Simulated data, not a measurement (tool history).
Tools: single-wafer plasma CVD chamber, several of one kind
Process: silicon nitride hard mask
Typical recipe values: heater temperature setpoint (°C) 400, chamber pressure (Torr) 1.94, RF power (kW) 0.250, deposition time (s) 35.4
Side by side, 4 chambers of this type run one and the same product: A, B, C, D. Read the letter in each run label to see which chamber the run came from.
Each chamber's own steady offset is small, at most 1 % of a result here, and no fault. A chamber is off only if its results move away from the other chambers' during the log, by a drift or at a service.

run   hour  heater temperature setpoint (°C)  chamber pressure (Torr)  RF power (kW)  deposition time (s)  hours since the last thermocouple change  hours since the last RF generator calibration  hours since the last manometer calibration  read-back reference wafer on the same gauge, thickness_nm  mean film thickness on the monitor wafer (nm)
 1C   12.0                               400                     1.94          0.250                 35.4                                    1612.0                                          438.2                                       845.4                                                     36.395                                         38.003
 2B   18.9                               400                     1.94          0.250                 35.4                                    1279.8                                          723.7                                       308.5                                                     36.387                                         37.898
 3D   24.7                               400                     1.94          0.250                 35.4                                     598.8                                          679.3                                       963.3                                                     36.392                                         38.254
 4A   37.5                               400                     1.94          0.250                 35.4                                     439.2                                          108.7                                      1248.0                                                     36.390                                         38.266
 5B   49.4                               400                     1.94          0.250                 35.4                                    1310.3                                          754.2                                       339.0                                                     36.368                                         37.866
 6C   56.4                               400                     1.94          0.250                 35.4                                    1656.4                                          482.6                                       889.8                                                     36.376                                         38.079
 7A   62.4                               400                     1.94          0.250                 35.4                                     464.1                                          133.6                                      1272.9                                                     36.369                                         38.215
 8D   74.8                               400                     1.94          0.250                 35.4                                     648.9                                          729.4                                      1013.4                                                     36.358                                         38.235
 9A   85.0                               400                     1.94          0.250                 35.4                                     486.7                                          156.2                                      1295.5                                                     36.359                                         38.313
10B   97.9                               400                     1.94          0.250                 35.4                                    1358.8                                          802.7                                       387.5                                                     36.337                                         37.820
11D  105.6                               400                     1.94          0.250                 35.4                                     679.7                                          760.2                                      1044.2                                                     36.341                                         38.131
12C  116.3                               400                     1.94          0.250                 35.4                                    1716.3                                          542.5                                       949.7                                                     36.339                                         37.989
13C  124.9                               400                     1.94          0.250                 35.4                                    1724.9                                          551.1                                       958.3                                                     36.329                                         37.962
14A  133.2                               400                     1.94          0.250                 35.4                                     534.9                                          204.4                                      1343.7                                                     36.325                                         38.230
15B  146.2                               400                     1.94          0.250                 35.4                                    1407.1                                          851.0                                       435.8                                                     36.318                                         37.868
16D  156.8                               400                     1.94          0.250                 31.2                                     730.9                                          811.4                                      1095.4                                                     36.325                                         33.543
17C  167.7                               400                     1.94          0.250                 31.2                                    1767.7                                          593.9                                      1001.1                                                     36.324                                         33.456
18B  180.6                               400                     1.94          0.250                 31.2                                    1441.5                                          885.4                                       470.2                                                     36.304                                         33.285
19D  191.5                               400                     1.94          0.250                 31.2                                     765.6                                          846.1                                      1130.1                                                     36.308                                         33.601
20A  199.3                               400                     1.94          0.250                 35.4                                     601.0                                          270.5                                      1409.8                                                     36.295                                         38.043
     206.2  -- chamber D: thermocouple changed; heater temperature recalibrated
21B  208.7                               400                     1.94          0.250                 35.4                                    1469.6                                          913.5                                       498.3                                                     36.288                                         37.822
22A  216.5                               400                     1.94          0.250                 35.4                                     618.2                                          287.7                                      1427.0                                                     36.283                                         38.131
23D  226.3                               400                     1.94          0.250                 35.4                                      20.2                                          880.9                                      1164.9                                                     36.281                                         38.054
24C  239.4                               400                     1.94          0.250                 35.4                                    1839.4                                          665.6                                      1072.8                                                     36.273                                         37.929
25B  250.0                               400                     1.94          0.250                 37.8                                    1510.9                                          954.8                                       539.6                                                     36.272                                         40.301
26D  258.3                               400                     1.94          0.250                 37.8                                      52.2                                          912.9                                      1196.9                                                     36.275                                         40.592
27C  267.8                               400                     1.94          0.250                 37.8                                    1867.8                                          694.0                                      1101.2                                                     36.267                                         40.478
28A  279.2                               400                     1.94          0.250                 37.8                                     680.9                                          350.4                                      1489.7                                                     36.260                                         40.761
29A  290.7                               400                     1.94          0.250                 35.4                                     692.4                                          361.9                                      1501.2                                                     36.251                                         38.116
30C  303.9                               400                     1.94          0.250                 35.4                                    1903.9                                          730.1                                      1137.3                                                     36.242                                         37.892
31B  315.9                               400                     1.94          0.250                 35.4                                    1576.8                                         1020.7                                       605.5                                                     36.236                                         37.760
32D  328.8                               400                     1.94          0.250                 35.4                                     122.7                                          983.4                                      1267.4                                                     36.234                                         38.042
33B  341.2                               400                     1.94          0.250                 35.4                                    1602.1                                         1046.0                                       630.8                                                     36.228                                         37.658
34D  351.3                               400                     1.94          0.250                 35.4                                     145.2                                         1005.9                                      1289.9                                                     36.225                                         38.063

Does one chamber stand apart from the rest, does the shared gauge drift, or is all well apart from small per-chamber offsets? Give the chamber and the most likely cause, where there is one.

The shared gauge is drifting. All chambers look as if they move in step, but none is off.
Most likely cause: gauge reads low (%) = 0.522.
